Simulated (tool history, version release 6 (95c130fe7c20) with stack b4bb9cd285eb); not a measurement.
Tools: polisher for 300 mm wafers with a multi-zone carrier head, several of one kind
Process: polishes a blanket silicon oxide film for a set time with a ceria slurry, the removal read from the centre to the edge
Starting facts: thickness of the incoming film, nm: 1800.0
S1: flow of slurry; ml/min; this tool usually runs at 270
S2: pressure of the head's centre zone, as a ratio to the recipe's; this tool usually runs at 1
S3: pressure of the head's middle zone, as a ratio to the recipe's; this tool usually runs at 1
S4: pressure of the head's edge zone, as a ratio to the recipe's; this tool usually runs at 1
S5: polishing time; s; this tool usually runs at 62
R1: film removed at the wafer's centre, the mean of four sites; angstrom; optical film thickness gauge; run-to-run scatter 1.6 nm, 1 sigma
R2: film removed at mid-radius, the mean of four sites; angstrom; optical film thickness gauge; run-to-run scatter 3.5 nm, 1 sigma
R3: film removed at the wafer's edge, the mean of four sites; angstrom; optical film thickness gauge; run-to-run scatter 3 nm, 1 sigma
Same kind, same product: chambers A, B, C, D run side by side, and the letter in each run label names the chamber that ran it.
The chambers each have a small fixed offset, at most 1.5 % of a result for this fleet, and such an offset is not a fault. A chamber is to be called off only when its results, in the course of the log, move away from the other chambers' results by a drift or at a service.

run 1D day=0.188 | S1=270 S2=1 S3=1 S4=1 S5=62 | R1=2619.2 R2=2613.2 R3=2581.7
-- day=0.217 chamber A: slurry nozzle cleaned
run 2C day=0.421 | S1=270 S2=1 S3=1 S4=1 S5=62 | R1=2591.7 R2=2619.2 R3=2604.2
-- day=0.525 chamber B: centre zone pressure recalibrated
run 3B day=0.567 | S1=270 S2=1 S3=1 S4=1 S5=62 | R1=2606.4 R2=2516.9 R3=2573.4
run 4A day=0.742 | S1=270 S2=1 S3=1 S4=1 S5=62 | R1=2587 R2=2581.3 R3=2613.5
run 5A day=0.879 | S1=270 S2=0.9 S3=1 S4=1 S5=55 | R1=2040.9 R2=2295.4 R3=2280.3
-- day=1.096 chamber B: worn pad replaced by a new one
run 6D day=1.117 | S1=270 S2=0.9 S3=1 S4=1 S5=55 | R1=2073.9 R2=2366.9 R3=2335.1
run 7C day=1.333 | S1=270 S2=0.9 S3=1 S4=1 S5=55 | R1=2044.6 R2=2260 R3=2324.3
run 8B day=1.579 | S1=270 S2=0.9 S3=1 S4=1 S5=55 | R1=2063.2 R2=2306.2 R3=2273.2
run 9C day=1.7 | S1=270 S2=1 S3=1 S4=1 S5=62 | R1=2565.9 R2=2570.1 R3=2613.7
-- day=1.838 chamber B: edge zone pressure recalibrated
run 10D day=1.838 | S1=270 S2=1 S3=1 S4=1 S5=62 | R1=2640.8 R2=2553.5 R3=2601.9
run 11A day=2.062 | S1=270 S2=1 S3=1 S4=1 S5=62 | R1=2610.2 R2=2633.3 R3=2599.4
run 12B day=2.312 | S1=270 S2=1 S3=1 S4=1 S5=62 | R1=2634.8 R2=2581.4 R3=2620.1
run 13C day=2.517 | S1=270 S2=1 S3=1 S4=1 S5=62 | R1=2614.2 R2=2562.4 R3=2643.1
run 14A day=2.679 | S1=270 S2=1 S3=1 S4=1 S5=62 | R1=2588.6 R2=2615.7 R3=2647.2
run 15D day=2.792 | S1=270 S2=1 S3=1 S4=1 S5=62 | R1=2619.8 R2=2670 R3=2666.9
run 16B day=3.029 | S1=270 S2=1 S3=1 S4=1 S5=62 | R1=2597.5 R2=2559.5 R3=2576.4
-- day=3.183 chamber A: worn pad replaced by a new one
run 17C day=3.183 | S1=270 S2=1 S3=1 S4=1 S5=62 | R1=2614.9 R2=2599.3 R3=2678.2
run 18A day=3.308 | S1=270 S2=1 S3=1 S4=1 S5=62 | R1=2621.8 R2=2655.8 R3=2624.9
run 19D day=3.542 | S1=270 S2=1 S3=1 S4=1 S5=62 | R1=2622.4 R2=2625.6 R3=2597.4
run 20B day=3.712 | S1=270 S2=1 S3=1 S4=1 S5=62 | R1=2564.9 R2=2475.2 R3=2568.5
run 21C day=3.875 | S1=270 S2=1 S3=1 S4=1 S5=62 | R1=2593.6 R2=2567.5 R3=2621.2
-- day=3.942 chamber D: worn pad replaced by a new one
run 22D day=4.092 | S1=335 S2=1 S3=1 S4=1 S5=78 | R1=3345.5 R2=3335.2 R3=3363.8
run 23A day=4.254 | S1=335 S2=1 S3=1 S4=1 S5=78 | R1=3362.2 R2=3384.5 R3=3334.5
run 24B day=4.421 | S1=335 S2=1 S3=1 S4=1 S5=78 | R1=3283.8 R2=3141.7 R3=3286.8
run 25A day=4.6 | S1=335 S2=1 S3=1 S4=1 S5=78 | R1=3367.2 R2=3359.9 R3=3339.1
run 26D day=4.788 | S1=270 S2=1 S3=1 S4=1 S5=62 | R1=2662.4 R2=2671.1 R3=2607.6
run 27C day=4.896 | S1=270 S2=1 S3=1 S4=1 S5=62 | R1=2589.9 R2=2589.7 R3=2654.9
run 28B day=5.008 | S1=270 S2=1 S3=1.09 S4=0.96 S5=62 | R1=2487.3 R2=2653.8 R3=2464.3
run 29C day=5.179 | S1=270 S2=1 S3=1.09 S4=0.96 S5=62 | R1=2586 R2=2769.1 R3=2550.6
-- day=5.225 chamber B: worn pad replaced by a new one
run 30B day=5.392 | S1=270 S2=1 S3=1.09 S4=0.96 S5=62 | R1=2464.1 R2=2722.4 R3=2422.6
run 31A day=5.575 | S1=270 S2=1 S3=1.09 S4=0.96 S5=62 | R1=2594 R2=2853.2 R3=2573.8
run 32D day=5.792 | S1=270 S2=1 S3=1 S4=1 S5=62 | R1=2644.9 R2=2624.3 R3=2573.1
-- day=5.879 chamber C: worn pad replaced by a new one
run 33C day=6.033 | S1=270 S2=1 S3=1 S4=1 S5=62 | R1=2571.1 R2=2545.2 R3=2567

Next, all 4 chambers run the settings below, one line each with question marks for the results. What does each chamber give?
run 34A day=6.212 | S1=270 S2=1 S3=1 S4=1 S5=62 | R1=? R2=? R3=?
run 34B day=6.212 | S1=270 S2=1 S3=1 S4=1 S5=62 | R1=? R2=? R3=?
run 34C day=6.212 | S1=270 S2=1 S3=1 S4=1 S5=62 | R1=? R2=? R3=?
run 34D day=6.212 | S1=270 S2=1 S3=1 S4=1 S5=62 | R1=? R2=? R3=?

run=34A R1=2610.6 R2=2661.3 R3=2641.6
run=34B R1=2382.3 R2=2394.7 R3=2447.1
run=34C R1=2558.7 R2=2587.9 R3=2600.6
run=34D R1=2627.8 R2=2612.7 R3=2597.2
